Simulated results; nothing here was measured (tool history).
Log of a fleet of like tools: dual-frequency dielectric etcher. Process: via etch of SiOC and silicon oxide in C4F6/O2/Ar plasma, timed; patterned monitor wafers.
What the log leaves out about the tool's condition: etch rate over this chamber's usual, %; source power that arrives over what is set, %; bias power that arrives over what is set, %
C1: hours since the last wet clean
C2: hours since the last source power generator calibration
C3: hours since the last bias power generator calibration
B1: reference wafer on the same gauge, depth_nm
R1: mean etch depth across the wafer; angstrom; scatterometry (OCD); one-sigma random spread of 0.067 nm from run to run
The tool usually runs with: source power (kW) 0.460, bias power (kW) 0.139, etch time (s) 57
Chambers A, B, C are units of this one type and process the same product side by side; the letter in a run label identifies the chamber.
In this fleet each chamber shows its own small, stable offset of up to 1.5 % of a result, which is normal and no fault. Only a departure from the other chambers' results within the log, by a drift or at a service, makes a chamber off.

run 1B hour=3.8 | source_power_(kW)=0.460 bias_power_(kW)=0.139 etch_time_(s)=57 | C1=257.7 C2=2368.3 C3=989.2 | B1=51.494 | R1=627.49
run 2C hour=9.5 | source_power_(kW)=0.460 bias_power_(kW)=0.139 etch_time_(s)=57 | C1=477.1 C2=571.3 C3=2517.4 | B1=51.485 | R1=619.75
run 3A hour=13.2 | source_power_(kW)=0.460 bias_power_(kW)=0.139 etch_time_(s)=57 | C1=160.4 C2=4175.8 C3=47.2 | B1=51.480 | R1=628.62
run 4C hour=17.3 | source_power_(kW)=0.460 bias_power_(kW)=0.139 etch_time_(s)=57 | C1=484.9 C2=579.1 C3=2525.2 | B1=51.482 | R1=619.98
run 5B hour=21.2 | source_power_(kW)=0.460 bias_power_(kW)=0.139 etch_time_(s)=57 | C1=275.1 C2=2385.7 C3=1006.6 | B1=51.474 | R1=627.65
run 6A hour=25.0 | source_power_(kW)=0.460 bias_power_(kW)=0.139 etch_time_(s)=57 | C1=172.2 C2=4187.6 C3=59.0 | B1=51.463 | R1=628.64
run 7B hour=28.6 | source_power_(kW)=0.460 bias_power_(kW)=0.139 etch_time_(s)=57 | C1=282.5 C2=2393.1 C3=1014.0 | B1=51.477 | R1=626.41
run 8C hour=32.2 | source_power_(kW)=0.460 bias_power_(kW)=0.139 etch_time_(s)=57 | C1=499.8 C2=594.0 C3=2540.1 | B1=51.462 | R1=618.87
run 9A hour=36.2 | source_power_(kW)=0.460 bias_power_(kW)=0.139 etch_time_(s)=57 | C1=183.4 C2=4198.8 C3=70.2 | B1=51.434 | R1=628.39
run 10C hour=39.8 | source_power_(kW)=0.460 bias_power_(kW)=0.139 etch_time_(s)=57 | C1=507.4 C2=601.6 C3=2547.7 | B1=51.455 | R1=618.02
run 11A hour=44.2 | source_power_(kW)=0.460 bias_power_(kW)=0.139 etch_time_(s)=57 | C1=191.4 C2=4206.8 C3=78.2 | B1=51.449 | R1=626.63
-- hour=45.6 chamber C: wet clean of the chamber
run 12B hour=47.7 | source_power_(kW)=0.460 bias_power_(kW)=0.139 etch_time_(s)=57 | C1=301.6 C2=2412.2 C3=1033.1 | B1=51.438 | R1=626.35
run 13B hour=51.2 | source_power_(kW)=0.460 bias_power_(kW)=0.139 etch_time_(s)=57 | C1=305.1 C2=2415.7 C3=1036.6 | B1=51.431 | R1=626.05
run 14C hour=55.9 | source_power_(kW)=0.460 bias_power_(kW)=0.139 etch_time_(s)=57 | C1=10.3 C2=617.7 C3=2563.8 | B1=51.430 | R1=617.43
run 15A hour=61.6 | source_power_(kW)=0.460 bias_power_(kW)=0.139 etch_time_(s)=57 | C1=208.8 C2=4224.2 C3=95.6 | B1=51.414 | R1=627.61
run 16A hour=64.4 | source_power_(kW)=0.460 bias_power_(kW)=0.153 etch_time_(s)=57 | C1=211.6 C2=4227.0 C3=98.4 | B1=51.404 | R1=645.63
run 17B hour=68.2 | source_power_(kW)=0.460 bias_power_(kW)=0.153 etch_time_(s)=57 | C1=322.1 C2=2432.7 C3=1053.6 | B1=51.396 | R1=643.99
run 18C hour=73.3 | source_power_(kW)=0.460 bias_power_(kW)=0.153 etch_time_(s)=57 | C1=27.7 C2=635.1 C3=2581.2 | B1=51.407 | R1=636.06
run 19A hour=76.7 | source_power_(kW)=0.460 bias_power_(kW)=0.139 etch_time_(s)=57 | C1=223.9 C2=4239.3 C3=110.7 | B1=51.403 | R1=626.91
run 20C hour=81.5 | source_power_(kW)=0.460 bias_power_(kW)=0.139 etch_time_(s)=57 | C1=35.9 C2=643.3 C3=2589.4 | B1=51.407 | R1=617.65
run 21B hour=86.9 | source_power_(kW)=0.460 bias_power_(kW)=0.139 etch_time_(s)=57 | C1=340.8 C2=2451.4 C3=1072.3 | B1=51.376 | R1=624.98
run 22C hour=92.2 | source_power_(kW)=0.460 bias_power_(kW)=0.139 etch_time_(s)=57 | C1=46.6 C2=654.0 C3=2600.1 | B1=51.371 | R1=616.92
run 23A hour=95.3 | source_power_(kW)=0.550 bias_power_(kW)=0.139 etch_time_(s)=50 | C1=242.5 C2=4257.9 C3=129.3 | B1=51.362 | R1=591.93
run 24B hour=98.3 | source_power_(kW)=0.550 bias_power_(kW)=0.139 etch_time_(s)=50 | C1=352.2 C2=2462.8 C3=1083.7 | B1=51.364 | R1=587.80
run 25C hour=102.2 | source_power_(kW)=0.550 bias_power_(kW)=0.139 etch_time_(s)=50 | C1=56.6 C2=664.0 C3=2610.1 | B1=51.344 | R1=580.72
run 26B hour=106.8 | source_power_(kW)=0.460 bias_power_(kW)=0.139 etch_time_(s)=57 | C1=360.7 C2=2471.3 C3=1092.2 | B1=51.353 | R1=624.83
run 27A hour=110.0 | source_power_(kW)=0.460 bias_power_(kW)=0.139 etch_time_(s)=57 | C1=257.2 C2=4272.6 C3=144.0 | B1=51.366 | R1=626.81
run 28A hour=113.9 | source_power_(kW)=0.460 bias_power_(kW)=0.139 etch_time_(s)=57 | C1=261.1 C2=4276.5 C3=147.9 | B1=51.340 | R1=627.30
run 29C hour=117.4 | source_power_(kW)=0.460 bias_power_(kW)=0.139 etch_time_(s)=57 | C1=71.8 C2=679.2 C3=2625.3 | B1=51.326 | R1=616.54
run 30B hour=120.4 | source_power_(kW)=0.460 bias_power_(kW)=0.139 etch_time_(s)=57 | C1=374.3 C2=2484.9 C3=1105.8 | B1=51.336 | R1=625.11
run 31B hour=123.5 | source_power_(kW)=0.460 bias_power_(kW)=0.139 etch_time_(s)=57 | C1=377.4 C2=2488.0 C3=1108.9 | B1=51.327 | R1=623.43
run 32C hour=126.7 | source_power_(kW)=0.460 bias_power_(kW)=0.139 etch_time_(s)=57 | C1=81.1 C2=688.5 C3=2634.6 | B1=51.328 | R1=616.07
run 33A hour=129.7 | source_power_(kW)=0.460 bias_power_(kW)=0.139 etch_time_(s)=57 | C1=276.9 C2=4292.3 C3=163.7 | B1=51.319 | R1=625.90
run 34A hour=135.2 | source_power_(kW)=0.460 bias_power_(kW)=0.139 etch_time_(s)=57 | C1=282.4 C2=4297.8 C3=169.2 | B1=51.307 | R1=625.76
-- hour=137.8 chamber A: source power generator calibrated
run 35B hour=140.4 | source_power_(kW)=0.460 bias_power_(kW)=0.139 etch_time_(s)=57 | C1=394.3 C2=2504.9 C3=1125.8 | B1=51.289 | R1=625.27
run 36C hour=145.7 | source_power_(kW)=0.460 bias_power_(kW)=0.139 etch_time_(s)=57 | C1=100.1 C2=707.5 C3=2653.6 | B1=51.295 | R1=617.13
run 37B hour=150.8 | source_power_(kW)=0.460 bias_power_(kW)=0.114 etch_time_(s)=51 | C1=404.7 C2=2515.3 C3=1136.2 | B1=51.297 | R1=527.23
run 38A hour=153.8 | source_power_(kW)=0.460 bias_power_(kW)=0.114 etch_time_(s)=51 | C1=301.0 C2=16.0 C3=187.8 | B1=51.288 | R1=528.84
run 39C hour=156.6 | source_power_(kW)=0.460 bias_power_(kW)=0.114 etch_time_(s)=51 | C1=111.0 C2=718.4 C3=2664.5 | B1=51.276 | R1=519.43
run 40C hour=160.3 | source_power_(kW)=0.460 bias_power_(kW)=0.139 etch_time_(s)=57 | C1=114.7 C2=722.1 C3=2668.2 | B1=51.272 | R1=616.12

For the next run the whole fleet of 3 chambers uses the same settings. Give each chamber's results:
run 41A hour=164.4 | source_power_(kW)=0.460 bias_power_(kW)=0.127 etch_time_(s)=57 | R1=?
run 41B hour=164.4 | source_power_(kW)=0.460 bias_power_(kW)=0.127 etch_time_(s)=57 | R1=?
run 41C hour=164.4 | source_power_(kW)=0.460 bias_power_(kW)=0.127 etch_time_(s)=57 | R1=?

run=41A R1=608.17
run=41B R1=608.06
run=41C R1=600.23
